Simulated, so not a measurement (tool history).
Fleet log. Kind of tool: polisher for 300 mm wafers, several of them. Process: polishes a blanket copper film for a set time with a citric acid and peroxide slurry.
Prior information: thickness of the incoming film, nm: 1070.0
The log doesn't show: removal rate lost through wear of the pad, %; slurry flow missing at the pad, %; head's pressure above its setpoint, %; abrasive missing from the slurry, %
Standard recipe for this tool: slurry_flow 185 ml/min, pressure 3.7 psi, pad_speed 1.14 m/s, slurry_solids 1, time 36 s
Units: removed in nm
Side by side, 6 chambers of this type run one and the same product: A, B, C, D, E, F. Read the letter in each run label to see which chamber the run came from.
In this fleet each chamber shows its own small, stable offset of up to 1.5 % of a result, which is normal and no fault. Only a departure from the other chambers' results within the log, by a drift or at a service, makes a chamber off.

| run | hour | slurry_flow | pressure | pad_speed | slurry_solids | time | wafers polished on this pad | hours since the slurry nozzle was cleaned | hours since the head pressure was calibrated | hours since the slurry blender was calibrated | removed |
|---|---|---|---|---|---|---|---|---|---|---|---|
| 1E | 7.0 | 185 | 3.7 | 1.14 | 1 | 36 | 984 | 291.3 | 1088.2 | 32.1 | 115.36 |
| 2D | 11.4 | 185 | 3.7 | 1.14 | 1 | 36 | 568 | 299.8 | 118.5 | 57.0 | 112.50 |
|  | 15.8 | chamber B: worn pad replaced by a new one |
| 3B | 18.3 | 185 | 3.7 | 1.14 | 1 | 36 | 20 | 205.3 | 503.8 | 22.1 | 116.30 |
|  | 22.5 | chamber F: worn pad replaced by a new one |
| 4C | 24.1 | 185 | 3.7 | 1.14 | 1 | 36 | 560 | 501.6 | 473.9 | 195.3 | 114.25 |
|  | 26.9 | chamber E: head pressure recalibrated |
| 5F | 32.6 | 185 | 3.7 | 1.14 | 1 | 36 | 83 | 611.0 | 389.4 | 285.8 | 116.18 |
| 6A | 40.5 | 185 | 3.7 | 1.14 | 1 | 36 | 887 | 152.6 | 729.5 | 126.3 | 114.31 |
|  | 41.8 | chamber C: worn pad replaced by a new one |
|  | 43.0 | chamber A: worn pad replaced by a new one |
| 7E | 48.1 | 185 | 3.7 | 1.14 | 1 | 36 | 1320 | 332.4 | 21.2 | 73.2 | 115.07 |
|  | 49.7 | chamber E: worn pad replaced by a new one |
| 8A | 52.9 | 185 | 3.7 | 1.14 | 1 | 36 | 81 | 165.0 | 741.9 | 138.7 | 115.57 |
| 9F | 60.4 | 185 | 3.7 | 1.14 | 1 | 36 | 310 | 638.8 | 417.2 | 313.6 | 115.49 |
|  | 66.5 | chamber F: head pressure recalibrated |
| 10D | 68.9 | 185 | 3.7 | 1.14 | 1 | 36 | 1038 | 357.3 | 176.0 | 114.5 | 112.85 |
| 11B | 77.9 | 185 | 3.7 | 1.14 | 1 | 36 | 507 | 264.9 | 563.4 | 81.7 | 114.98 |
|  | 78.3 | chamber D: worn pad replaced by a new one |
|  | 80.3 | chamber E: slurry nozzle cleaned |
|  | 85.7 | chamber A: slurry nozzle cleaned |
| 12C | 86.1 | 185 | 3.7 | 1.14 | 1 | 36 | 362 | 563.6 | 535.9 | 257.3 | 113.45 |
|  | 91.4 | chamber A: slurry blender recalibrated |
| 13A | 94.3 | 185 | 3.7 | 1.14 | 1 | 36 | 419 | 8.7 | 783.3 | 2.9 | 113.43 |
| 14D | 99.6 | 185 | 3.7 | 1.14 | 1 | 36 | 174 | 388.0 | 206.7 | 145.2 | 112.35 |
|  | 102.2 | chamber B: slurry nozzle cleaned |
| 15F | 107.4 | 185 | 3.7 | 1.14 | 1 | 36 | 694 | 685.8 | 41.0 | 360.6 | 115.40 |
|  | 113.0 | chamber F: worn pad replaced by a new one |
| 16C | 114.7 | 185 | 3.7 | 1.14 | 1 | 36 | 596 | 592.2 | 564.5 | 285.9 | 114.73 |
| 17B | 123.4 | 185 | 3.7 | 1.14 | 1 | 36 | 879 | 21.3 | 608.9 | 127.2 | 116.16 |
|  | 124.1 | chamber B: head pressure recalibrated |
|  | 126.2 | chamber C: worn pad replaced by a new one |
| 18E | 128.8 | 185 | 3.7 | 1.14 | 1 | 36 | 646 | 48.6 | 101.9 | 153.9 | 114.94 |
|  | 132.8 | chamber B: slurry blender recalibrated |
| 19B | 134.0 | 185 | 3.7 | 1.14 | 1 | 36 | 965 | 31.9 | 10.0 | 1.2 | 114.46 |
| 20C | 138.2 | 185 | 3.7 | 1.14 | 1 | 36 | 98 | 615.7 | 588.0 | 309.4 | 113.91 |
| 21D | 143.1 | 185 | 3.7 | 1.14 | 1 | 36 | 529 | 431.5 | 250.2 | 188.7 | 112.86 |
| 22E | 150.6 | 210 | 3.7 | 1.14 | 1 | 36 | 824 | 70.4 | 123.7 | 175.7 | 117.02 |
| 23F | 157.9 | 210 | 3.7 | 1.14 | 1 | 36 | 366 | 736.3 | 91.5 | 411.1 | 117.03 |
|  | 160.5 | chamber F: slurry blender recalibrated |
| 24A | 165.2 | 210 | 3.7 | 1.14 | 1 | 36 | 998 | 79.6 | 854.2 | 73.8 | 116.83 |
|  | 169.2 | chamber D: slurry nozzle cleaned |
| 25C | 171.2 | 210 | 3.7 | 1.14 | 1 | 36 | 368 | 648.7 | 621.0 | 342.4 | 116.38 |
|  | 173.5 | chamber B: worn pad replaced by a new one |
| 26B | 180.3 | 210 | 3.7 | 1.14 | 1 | 36 | 56 | 78.2 | 56.3 | 47.5 | 117.53 |
| 27E | 187.3 | 210 | 3.7 | 1.14 | 1 | 36 | 1124 | 107.1 | 160.4 | 212.4 | 116.19 |
|  | 187.5 | chamber A: worn pad replaced by a new one |
|  | 191.4 | chamber C: slurry nozzle cleaned |
| 28A | 194.9 | 185 | 3.7 | 1.14 | 1 | 36 | 60 | 109.3 | 883.9 | 103.5 | 114.06 |
| 29D | 202.6 | 185 | 3.7 | 1.14 | 1 | 36 | 1015 | 33.5 | 309.7 | 248.2 | 113.60 |
| 30F | 209.5 | 185 | 3.7 | 1.14 | 1 | 36 | 788 | 787.9 | 143.1 | 49.0 | 117.31 |
|  | 212.9 | chamber C: worn pad replaced by a new one |
| 31D | 216.8 | 160 | 3.7 | 1.14 | 1 | 36 | 1131 | 47.7 | 323.9 | 262.4 | 111.20 |
|  | 217.0 | chamber D: worn pad replaced by a new one |
| 32E | 221.9 | 160 | 3.7 | 1.14 | 1 | 36 | 1407 | 141.7 | 195.0 | 247.0 | 112.98 |
|  | 227.4 | chamber F: worn pad replaced by a new one |
| 33C | 229.9 | 160 | 3.7 | 1.14 | 1 | 36 | 139 | 38.5 | 679.7 | 401.1 | 113.05 |
|  | 231.8 | chamber D: slurry blender recalibrated |
| 34F | 237.6 | 160 | 3.7 | 1.14 | 1 | 36 | 83 | 816.0 | 171.2 | 77.1 | 113.39 |
| 35A | 244.8 | 160 | 3.7 | 1.14 | 1 | 36 | 468 | 159.2 | 933.8 | 153.4 | 112.74 |
| 36B | 253.1 | 160 | 3.7 | 1.14 | 1 | 36 | 651 | 151.0 | 129.1 | 120.3 | 112.92 |
| 37D | 259.0 | 185 | 3.7 | 1.14 | 1 | 36 | 343 | 89.9 | 366.1 | 27.2 | 112.25 |
| 38B | 265.7 | 185 | 3.7 | 1.14 | 1 | 36 | 754 | 163.6 | 141.7 | 132.9 | 116.02 |
|  | 270.4 | chamber A: slurry blender recalibrated |
| 39A | 274.9 | 185 | 3.7 | 1.14 | 1 | 36 | 714 | 189.3 | 963.9 | 4.5 | 114.90 |

The same settings go to every chamber for the next run, one line per chamber below. Forecast the results for each:
| 40A | 281.7 | 185 | 3.7 | 1.14 | 1 | 36 |  |  |  |  | ? |
| 40B | 281.7 | 185 | 3.7 | 1.14 | 1 | 36 |  |  |  |  | ? |
| 40C | 281.7 | 185 | 3.7 | 1.14 | 1 | 36 |  |  |  |  | ? |
| 40D | 281.7 | 185 | 3.7 | 1.14 | 1 | 36 |  |  |  |  | ? |
| 40E | 281.7 | 185 | 3.7 | 1.14 | 1 | 36 |  |  |  |  | ? |
| 40F | 281.7 | 185 | 3.7 | 1.14 | 1 | 36 |  |  |  |  | ? |

| run | removed |
|---|---|
| 40A | 114.59 |
| 40B | 115.97 |
| 40C | 115.42 |
| 40D | 114.35 |
| 40E | 115.16 |
| 40F | 114.59 |
